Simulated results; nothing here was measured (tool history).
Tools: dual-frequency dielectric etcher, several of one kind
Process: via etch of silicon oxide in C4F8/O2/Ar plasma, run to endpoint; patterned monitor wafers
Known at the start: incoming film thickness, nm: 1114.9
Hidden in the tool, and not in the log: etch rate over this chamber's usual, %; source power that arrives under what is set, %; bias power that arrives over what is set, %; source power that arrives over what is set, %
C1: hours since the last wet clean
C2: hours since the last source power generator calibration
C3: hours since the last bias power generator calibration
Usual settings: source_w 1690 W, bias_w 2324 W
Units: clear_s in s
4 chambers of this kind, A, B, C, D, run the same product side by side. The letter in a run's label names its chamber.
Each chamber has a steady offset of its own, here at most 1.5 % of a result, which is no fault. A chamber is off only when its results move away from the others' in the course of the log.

{"run": "1C", "hour": 11.0, "source_w": 1690, "bias_w": 2324, "C1": 77.3, "C2": 2003.7, "C3": 719.2, "clear_s": 224.9}
{"run": "2B", "hour": 19.2, "source_w": 1690, "bias_w": 2324, "C1": 259.0, "C2": 1185.0, "C3": 691.0, "clear_s": 222.57}
{"run": "3D", "hour": 34.3, "source_w": 1690, "bias_w": 2324, "C1": 337.9, "C2": 3137.6, "C3": 522.4, "clear_s": 224.94}
{"hour": 35.4, "done": "chamber D: source power generator calibrated"}
{"run": "4A", "hour": 49.8, "source_w": 1690, "bias_w": 2324, "C1": 153.0, "C2": 1883.5, "C3": 313.3, "clear_s": 222.6}
{"run": "5C", "hour": 63.5, "source_w": 1690, "bias_w": 2324, "C1": 129.8, "C2": 2056.2, "C3": 771.7, "clear_s": 224.93}
{"run": "6D", "hour": 70.7, "source_w": 1690, "bias_w": 2324, "C1": 374.3, "C2": 35.3, "C3": 558.8, "clear_s": 226.48}
{"run": "7B", "hour": 81.4, "source_w": 1690, "bias_w": 2324, "C1": 321.2, "C2": 1247.2, "C3": 753.2, "clear_s": 223.92}
{"hour": 82.0, "done": "chamber A: source power generator calibrated"}
{"run": "8A", "hour": 93.6, "source_w": 1690, "bias_w": 2695, "C1": 196.8, "C2": 11.7, "C3": 357.1, "clear_s": 214.34}
{"run": "9D", "hour": 105.6, "source_w": 1690, "bias_w": 2695, "C1": 409.2, "C2": 70.2, "C3": 593.7, "clear_s": 218.22}
{"run": "10C", "hour": 116.1, "source_w": 1690, "bias_w": 2695, "C1": 182.4, "C2": 2108.8, "C3": 824.3, "clear_s": 212.15}
{"run": "11B", "hour": 125.1, "source_w": 1690, "bias_w": 2695, "C1": 364.9, "C2": 1290.9, "C3": 796.9, "clear_s": 211.63}
{"run": "12A", "hour": 135.0, "source_w": 1690, "bias_w": 2324, "C1": 238.2, "C2": 53.1, "C3": 398.5, "clear_s": 225.2}
{"hour": 144.2, "done": "chamber D: wet clean of the chamber"}
{"run": "13B", "hour": 150.4, "source_w": 1540, "bias_w": 2324, "C1": 390.2, "C2": 1316.2, "C3": 822.2, "clear_s": 230.51}
{"run": "14A", "hour": 163.5, "source_w": 1540, "bias_w": 2324, "C1": 266.7, "C2": 81.6, "C3": 427.0, "clear_s": 231.02}
{"run": "15D", "hour": 178.3, "source_w": 1540, "bias_w": 2324, "C1": 34.2, "C2": 142.9, "C3": 666.4, "clear_s": 235.09}
{"run": "16C", "hour": 188.6, "source_w": 1540, "bias_w": 2324, "C1": 254.9, "C2": 2181.3, "C3": 896.8, "clear_s": 227.39}
{"run": "17B", "hour": 201.4, "source_w": 1690, "bias_w": 2324, "C1": 441.2, "C2": 1367.2, "C3": 873.2, "clear_s": 220.78}
{"run": "18C", "hour": 208.5, "source_w": 1690, "bias_w": 2324, "C1": 274.8, "C2": 2201.2, "C3": 916.7, "clear_s": 221.61}
{"run": "19A", "hour": 221.9, "source_w": 1690, "bias_w": 2324, "C1": 325.1, "C2": 140.0, "C3": 485.4, "clear_s": 225.66}
{"run": "20D", "hour": 234.0, "source_w": 1690, "bias_w": 2824, "C1": 89.9, "C2": 198.6, "C3": 722.1, "clear_s": 213.16}
{"run": "21C", "hour": 246.8, "source_w": 1690, "bias_w": 2824, "C1": 313.1, "C2": 2239.5, "C3": 955.0, "clear_s": 204.91}
{"run": "22B", "hour": 257.7, "source_w": 1690, "bias_w": 2824, "C1": 497.5, "C2": 1423.5, "C3": 929.5, "clear_s": 207.4}
{"run": "23A", "hour": 265.8, "source_w": 1690, "bias_w": 2824, "C1": 369.0, "C2": 183.9, "C3": 529.3, "clear_s": 208.35}
{"run": "24D", "hour": 278.1, "source_w": 1690, "bias_w": 2324, "C1": 134.0, "C2": 242.7, "C3": 766.2, "clear_s": 223.42}
{"run": "25D", "hour": 292.5, "source_w": 1690, "bias_w": 2324, "C1": 148.4, "C2": 257.1, "C3": 780.6, "clear_s": 224.73}
{"run": "26A", "hour": 299.9, "source_w": 1690, "bias_w": 2324, "C1": 403.1, "C2": 218.0, "C3": 563.4, "clear_s": 222.68}
{"run": "27B", "hour": 309.8, "source_w": 1950, "bias_w": 2144, "C1": 549.6, "C2": 1475.6, "C3": 981.6, "clear_s": 212.51}
{"hour": 314.9, "done": "chamber B: wet clean of the chamber"}
{"run": "28C", "hour": 321.8, "source_w": 1950, "bias_w": 2144, "C1": 388.1, "C2": 2314.5, "C3": 1030.0, "clear_s": 211.25}
{"run": "29D", "hour": 332.1, "source_w": 1950, "bias_w": 2144, "C1": 188.0, "C2": 296.7, "C3": 820.2, "clear_s": 218.15}
{"run": "30A", "hour": 346.7, "source_w": 1950, "bias_w": 2144, "C1": 449.9, "C2": 264.8, "C3": 610.2, "clear_s": 219.23}
{"run": "31C", "hour": 357.1, "source_w": 1690, "bias_w": 2324, "C1": 423.4, "C2": 2349.8, "C3": 1065.3, "clear_s": 217.53}
{"run": "32B", "hour": 365.9, "source_w": 1690, "bias_w": 2324, "C1": 51.0, "C2": 1531.7, "C3": 1037.7, "clear_s": 223.09}
{"run": "33D", "hour": 377.8, "source_w": 1690, "bias_w": 2324, "C1": 233.7, "C2": 342.4, "C3": 865.9, "clear_s": 226.25}
{"run": "34B", "hour": 386.7, "source_w": 1420, "bias_w": 1791, "C1": 71.8, "C2": 1552.5, "C3": 1058.5, "clear_s": 257.29}
{"run": "35C", "hour": 401.5, "source_w": 1420, "bias_w": 1791, "C1": 467.8, "C2": 2394.2, "C3": 1109.7, "clear_s": 248.38}

What goes on in this fleet: one chamber off, a drifting gauge, or nothing beyond the chambers' own small offsets? Name the chamber and the cause, if any.

Chamber C drifts away from the others.
Cause: etch rate over this chamber's usual, % = 4.67.

Here are 4 candidates for chamber C's next run, each the usual settings with a change, their results left as question marks. Which one brings its results back in line with what the others give on the usual settings?
In line means no further than this from the other chambers' mean on the usual settings: clear_s 6.60 s
{"run": "36C-1", "hour": 412.6, "source_w": 1810, "bias_w": 2452, "clear_s": "?"}
{"run": "36C-2", "hour": 412.6, "source_w": 1500, "bias_w": 2324, "clear_s": "?"}
{"run": "36C-3", "hour": 412.6, "source_w": 1330, "bias_w": 2324, "clear_s": "?"}
{"run": "36C-4", "hour": 412.6, "source_w": 2110, "bias_w": 2324, "clear_s": "?"}

The other chambers' mean on the usual settings: clear_s 224.13 s
run=36C-1 clear_s=205.83
run=36C-2 clear_s=225.16
run=36C-3 clear_s=236.02
run=36C-4 clear_s=196.85
36C-2 brings the chamber back in line.
